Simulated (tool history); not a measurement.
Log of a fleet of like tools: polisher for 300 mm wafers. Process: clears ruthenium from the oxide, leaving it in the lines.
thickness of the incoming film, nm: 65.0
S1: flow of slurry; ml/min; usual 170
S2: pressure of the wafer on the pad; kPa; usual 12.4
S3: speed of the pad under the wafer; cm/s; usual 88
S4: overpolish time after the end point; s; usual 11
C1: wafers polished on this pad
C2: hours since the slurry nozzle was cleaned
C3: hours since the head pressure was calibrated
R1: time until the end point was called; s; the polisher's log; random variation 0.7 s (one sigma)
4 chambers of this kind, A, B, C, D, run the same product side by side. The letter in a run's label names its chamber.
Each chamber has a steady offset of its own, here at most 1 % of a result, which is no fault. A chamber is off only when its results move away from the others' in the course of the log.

run	hour	S1	S2	S3	S4	C1	C2	C3	R1
1B	14.0	170	12.4	88	11	589	371.2	264.7	72.335
2D	23.8	170	12.4	88	11	781	66.3	472.6	72.054
3C	31.5	170	12.4	88	11	1104	106.0	211.1	71.426
# hour 39.4: chamber C: worn pad replaced by a new one
4A	45.2	170	12.4	88	11	637	719.1	64.0	72.258
# hour 46.2: chamber B: worn pad replaced by a new one
5D	57.6	170	12.4	88	11	1198	100.1	506.4	70.500
6B	66.3	170	12.4	88	11	249	423.5	317.0	73.047
# hour 73.4: chamber A: worn pad replaced by a new one
# hour 73.4: chamber D: worn pad replaced by a new one
7A	74.5	170	12.4	88	11	14	748.4	93.3	73.141
8C	82.9	170	12.4	88	11	537	157.4	262.5	72.589
# hour 87.9: chamber A: slurry nozzle cleaned
9C	89.3	170	12.4	88	11	616	163.8	268.9	72.749
10B	98.9	115	12.4	88	11	651	456.1	349.6	78.928
11A	108.5	115	12.4	88	11	434	20.6	127.3	79.268
# hour 109.9: chamber B: slurry nozzle cleaned
# hour 118.2: chamber B: worn pad replaced by a new one
12D	122.8	115	12.4	88	11	610	165.3	571.6	77.812
13C	130.7	115	12.4	88	11	1128	205.2	310.3	77.346
# hour 131.4: chamber C: slurry nozzle cleaned
# hour 136.6: chamber A: worn pad replaced by a new one
14A	137.5	170	12.4	88	11	11	49.6	156.3	74.369
# hour 141.4: chamber B: head pressure recalibrated
15D	151.8	170	12.4	88	11	968	194.3	600.6	72.336
# hour 155.3: chamber C: worn pad replaced by a new one
16B	163.2	170	12.4	88	11	556	53.4	21.9	72.910
17D	175.5	170	12.4	88	11	1261	218.0	624.3	71.769
18C	186.6	170	12.4	88	11	387	55.2	366.2	70.868
# hour 190.6: chamber B: worn pad replaced by a new one
19A	196.6	170	12.4	88	11	741	108.7	215.4	72.439
# hour 203.6: chamber D: worn pad replaced by a new one
20B	209.9	170	12.4	88	11	239	100.1	68.6	72.882
# hour 213.8: chamber A: worn pad replaced by a new one
21D	222.8	170	12.4	88	11	237	265.3	671.6	71.433
22C	235.9	170	12.4	88	11	996	104.5	415.5	71.518
23A	246.8	170	12.4	88	11	408	158.9	265.6	73.596
# hour 248.9: chamber C: worn pad replaced by a new one
24B	257.4	170	12.4	88	11	825	147.6	116.1	73.152
# hour 261.9: chamber B: worn pad replaced by a new one
25B	268.9	170	12.4	88	11	87	159.1	127.6	73.135
26A	275.8	170	12.4	88	11	766	187.9	294.6	72.996
# hour 282.7: chamber A: worn pad replaced by a new one
27D	284.0	170	13.8	88	5	993	326.5	732.8	65.227
28C	297.2	170	13.8	88	5	597	165.8	476.8	66.062
29D	309.0	170	13.8	88	5	1302	351.5	757.8	64.969
30C	323.1	170	13.8	88	5	917	191.7	502.7	65.372
# hour 328.3: chamber B: worn pad replaced by a new one
31B	336.8	170	12.4	88	11	105	227.0	195.5	72.609
32A	347.0	170	12.4	88	11	795	259.1	365.8	73.381
33A	359.4	170	12.4	88	11	948	271.5	378.2	73.008

All 4 chambers run these settings next. Forecast each chamber's results:
34A	369.8	205	12.4	88	11				?
34B	369.8	205	12.4	88	11				?
34C	369.8	205	12.4	88	11				?
34D	369.8	205	12.4	88	11				?

run	R1
34A	71.798
34B	72.338
34C	72.165
34D	70.393
